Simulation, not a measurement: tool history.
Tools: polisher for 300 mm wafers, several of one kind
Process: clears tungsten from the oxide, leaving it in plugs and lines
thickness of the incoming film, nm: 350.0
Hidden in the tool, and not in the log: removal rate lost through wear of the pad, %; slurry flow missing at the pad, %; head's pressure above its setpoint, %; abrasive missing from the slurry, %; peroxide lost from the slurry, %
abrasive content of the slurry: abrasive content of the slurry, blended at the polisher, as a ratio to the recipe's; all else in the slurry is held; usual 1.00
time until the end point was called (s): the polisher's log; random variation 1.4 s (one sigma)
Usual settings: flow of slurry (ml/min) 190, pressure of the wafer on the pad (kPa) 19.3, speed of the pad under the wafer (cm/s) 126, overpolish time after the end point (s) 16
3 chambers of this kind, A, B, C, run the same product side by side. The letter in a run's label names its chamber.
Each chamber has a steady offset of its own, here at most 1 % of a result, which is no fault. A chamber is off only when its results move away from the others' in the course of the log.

run	hour	flow of slurry (ml/min)	pressure of the wafer on the pad (kPa)	speed of the pad under the wafer (cm/s)	abrasive content of the slurry	overpolish time after the end point (s)	wafers polished on this pad	hours since the slurry nozzle was cleaned	hours since the head pressure was calibrated	hours since the slurry blender was calibrated	hours since the slurry got fresh peroxide	time until the end point was called (s)
# hour 3.3: chamber B: slurry tank refilled with fresh slurry and peroxide
1A	6.5	190	19.3	126	1.00	16	692	227.6	569.6	57.5	82.8	76.159
# hour 11.0: chamber C: worn pad replaced by a new one
2C	13.9	190	19.3	126	1.00	16	25	422.2	1014.5	167.7	85.5	72.923
3B	19.4	190	19.3	126	1.00	16	813	29.8	39.8	27.5	16.1	72.811
# hour 22.5: chamber A: worn pad replaced by a new one
4B	25.6	190	19.3	126	1.00	16	865	36.0	46.0	33.7	22.3	74.031
5A	32.6	190	19.3	126	1.00	16	84	253.7	595.7	83.6	108.9	74.919
# hour 32.9: chamber C: slurry tank refilled with fresh slurry and peroxide
# hour 32.9: chamber B: worn pad replaced by a new one
6C	39.7	190	19.3	126	1.00	16	240	448.0	1040.3	193.5	6.8	74.865
# hour 42.4: chamber A: head pressure recalibrated
7B	46.9	190	19.3	126	1.00	16	117	57.3	67.3	55.0	43.6	72.171
8C	53.6	190	19.3	126	1.00	16	356	461.9	1054.2	207.4	20.7	73.848
9A	63.0	190	19.3	126	1.00	16	338	284.1	20.7	114.0	139.3	75.174
# hour 67.7: chamber A: slurry tank refilled with fresh slurry and peroxide
10A	72.5	190	19.3	126	1.00	16	418	293.6	30.2	123.5	4.8	74.445
11C	77.3	190	19.3	126	1.00	16	554	485.6	1077.9	231.1	44.4	74.576
12B	81.8	190	19.3	126	1.00	16	408	92.2	102.2	89.9	78.5	71.186
13A	91.3	245	19.3	126	1.20	16	575	312.4	49.0	142.3	23.6	67.641
14C	98.9	245	19.3	126	1.20	16	735	507.2	1099.5	252.7	66.0	69.774
# hour 105.3: chamber B: slurry tank refilled with fresh slurry and peroxide
15B	105.4	245	19.3	126	1.20	16	606	115.8	125.8	113.5	0.2	65.780
16A	113.4	190	13.8	126	0.75	16	759	334.5	71.1	164.4	45.7	113.740
17C	119.2	190	13.8	126	0.75	16	904	527.5	1119.8	273.0	86.3	113.230
# hour 124.0: chamber A: worn pad replaced by a new one
18B	128.2	190	13.8	126	0.75	16	796	138.6	148.6	136.3	23.0	105.870
19A	133.9	190	19.3	126	1.00	16	83	355.0	91.6	184.9	66.2	73.020
# hour 136.8: chamber A: slurry blender recalibrated
# hour 137.5: chamber C: worn pad replaced by a new one
# hour 138.9: chamber C: slurry tank refilled with fresh slurry and peroxide
20B	142.8	190	19.3	126	1.00	16	918	153.2	163.2	150.9	37.6	70.471
21C	147.3	190	19.3	126	1.00	16	82	555.6	1147.9	301.1	8.4	75.001
# hour 152.4: chamber B: worn pad replaced by a new one
22C	154.9	190	19.3	126	1.00	16	145	563.2	1155.5	308.7	16.0	73.862
23A	162.9	190	19.3	126	1.00	16	325	384.0	120.6	26.2	95.2	74.046
24B	172.1	190	19.3	126	1.00	16	165	182.5	192.5	180.2	66.9	72.542
# hour 172.9: chamber C: head pressure recalibrated
25B	178.0	190	19.3	126	1.00	16	214	188.4	198.4	186.1	72.8	72.718
26A	185.5	190	19.3	126	1.00	16	514	406.6	143.2	48.8	117.8	75.376
27C	193.1	190	19.3	126	1.00	16	464	601.4	20.2	346.9	54.2	74.739
28C	201.8	190	19.3	126	1.00	16	537	610.1	28.9	355.6	62.9	73.508
# hour 206.8: chamber A: slurry tank refilled with fresh slurry and peroxide
29A	210.8	190	19.3	126	1.00	16	725	431.9	168.5	74.1	4.1	72.240
# hour 215.6: chamber B: slurry tank refilled with fresh slurry and peroxide
# hour 219.0: chamber A: worn pad replaced by a new one
30B	220.3	190	19.3	126	1.00	16	567	230.7	240.7	228.4	4.8	71.377
31B	225.3	190	19.3	126	1.00	16	609	235.7	245.7	233.4	9.8	71.841
32A	229.8	190	19.3	126	1.00	16	90	450.9	187.5	93.1	23.1	76.018
33C	237.5	190	19.3	126	1.00	16	835	645.8	64.6	391.3	98.6	74.679
# hour 242.5: chamber C: slurry tank refilled with fresh slurry and peroxide
34B	246.7	190	19.3	126	1.00	16	788	257.1	267.1	254.8	31.2	74.625
35C	253.5	190	19.3	126	1.00	16	969	661.8	80.6	407.3	11.0	76.549
# hour 260.8: chamber B: worn pad replaced by a new one
36A	262.1	190	19.3	126	1.00	16	360	483.2	219.8	125.4	55.4	74.357
37C	267.2	190	19.3	126	1.00	16	1083	675.5	94.3	421.0	24.7	73.190
# hour 267.9: chamber C: worn pad replaced by a new one
38B	272.5	190	26.2	126	1.00	16	98	282.9	292.9	280.6	57.0	52.282
39A	280.2	190	26.2	126	1.00	16	511	501.3	237.9	143.5	73.5	54.158
40C	288.8	190	26.2	126	1.00	16	175	697.1	115.9	442.6	46.3	54.233
41A	294.3	190	19.3	126	1.00	16	629	515.4	252.0	157.6	87.6	75.039
# hour 296.7: chamber C: slurry blender recalibrated
42B	300.4	190	19.3	126	1.00	16	331	310.8	320.8	308.5	84.9	72.653
43C	309.0	190	19.3	126	1.00	16	343	717.3	136.1	12.3	66.5	73.870
44B	318.2	190	19.3	126	1.00	16	480	328.6	338.6	326.3	102.7	71.557

Next, every chamber runs the same settings. What will each give?
45A	325.2	190	19.3	126	1.00	16						?
45B	325.2	190	19.3	126	1.00	16						?
45C	325.2	190	19.3	126	1.00	16						?

run	time until the end point was called (s)
45A	71.034
45B	73.703
45C	72.124
